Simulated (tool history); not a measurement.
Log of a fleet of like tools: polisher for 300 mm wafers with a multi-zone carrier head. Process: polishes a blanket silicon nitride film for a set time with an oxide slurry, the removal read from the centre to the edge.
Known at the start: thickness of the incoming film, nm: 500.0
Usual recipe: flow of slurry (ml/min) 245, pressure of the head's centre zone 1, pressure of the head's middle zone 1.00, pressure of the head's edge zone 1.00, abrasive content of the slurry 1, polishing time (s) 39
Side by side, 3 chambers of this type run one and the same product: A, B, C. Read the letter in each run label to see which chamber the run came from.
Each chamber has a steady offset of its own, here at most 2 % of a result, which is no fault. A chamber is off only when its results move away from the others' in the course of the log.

run	hour	flow of slurry (ml/min)	pressure of the head's centre zone	pressure of the head's middle zone	pressure of the head's edge zone	abrasive content of the slurry	polishing time (s)	wafers polished on this pad	hours since the slurry nozzle was cleaned	hours since the centre zone pressure was calibrated	hours since the edge zone pressure was calibrated	film removed at the wafer's centre (nm)	film removed at mid-radius (nm)	film removed at the wafer's edge (nm)
1A	4.9	245	1	1.00	1.00	1	39	636	30.0	294.5	460.6	22.453	23.192	22.667
2C	11.8	245	1	1.00	1.00	1	39	685	28.7	38.4	245.7	23.252	22.852	23.228
3B	18.0	245	1	1.00	1.00	1	39	316	366.9	185.7	40.7	22.752	22.774	22.034
4C	23.7	245	1	1.00	1.00	1	39	791	40.6	50.3	257.6	23.433	22.932	23.453
5B	29.4	245	1	1.11	1.00	1	39	417	378.3	197.1	52.1	22.813	25.358	22.660
6A	35.6	245	1	1.11	1.00	1	39	907	60.7	325.2	491.3	22.793	25.332	22.729
# hour 37.7: chamber A: worn pad replaced by a new one
7A	41.9	245	1	1.11	1.00	1	39	37	67.0	331.5	497.6	23.141	25.241	22.664
8C	47.6	245	1	1.00	1.00	1	39	1002	64.5	74.2	281.5	23.423	22.487	23.619
# hour 48.9: chamber C: worn pad replaced by a new one
9B	54.8	245	1	1.00	1.00	1	39	641	403.7	222.5	77.5	22.782	22.915	22.804
10B	60.7	245	1	1.00	1.00	1	39	693	409.6	228.4	83.4	22.457	22.952	22.777
11C	67.9	245	1	1.00	1.00	1	39	168	84.8	94.5	301.8	23.151	23.177	23.187
12A	73.0	245	1	1.00	1.00	1	39	312	98.1	362.6	528.7	22.384	22.980	22.607
13C	81.4	245	1	1.00	0.91	1	39	287	98.3	108.0	315.3	23.434	22.453	21.664
14A	85.2	245	1	1.00	0.91	1	39	419	110.3	374.8	540.9	22.802	23.277	21.993
15B	89.6	245	1	1.00	0.91	1	39	949	438.5	257.3	112.3	22.960	22.984	21.397
16C	94.4	245	1	1.00	1.00	1	52	402	111.3	121.0	328.3	31.274	30.374	30.760
17B	101.5	245	1	1.00	1.00	1	52	1054	450.4	269.2	124.2	30.977	30.261	30.474
18A	106.9	245	1	1.00	1.00	1	52	611	132.0	396.5	562.6	30.495	30.597	30.154
19C	114.1	245	1	1.00	1.00	1	39	576	131.0	140.7	348.0	22.901	22.901	22.947
20B	119.9	245	1	1.00	1.00	1	39	1216	468.8	287.6	142.6	22.255	23.444	23.169
21A	125.4	245	1	1.00	1.00	1	39	775	150.5	415.0	581.1	22.313	22.995	23.145
22B	129.9	245	1	1.00	1.00	1	39	1305	478.8	297.6	152.6	22.992	22.830	22.451
23C	138.1	245	1	1.00	1.00	1	39	788	155.0	164.7	372.0	22.708	23.253	23.064
24A	144.3	245	1	1.00	1.00	1	39	942	169.4	433.9	600.0	22.051	22.823	22.733
# hour 147.4: chamber A: worn pad replaced by a new one
25A	148.6	200	1	1.00	0.94	1	39	11	173.7	438.2	604.3	22.130	22.548	21.965

For the next run the whole fleet of 3 chambers uses the same settings. Give each chamber's results:
26A	154.6	245	1	1.00	0.90	1	39					?	?	?
26B	154.6	245	1	1.00	0.90	1	39					?	?	?
26C	154.6	245	1	1.00	0.90	1	39					?	?	?

run	film removed at the wafer's centre (nm)	film removed at mid-radius (nm)	film removed at the wafer's edge (nm)
26A	22.633	23.357	21.506
26B	22.997	23.037	21.159
26C	23.412	22.866	21.998
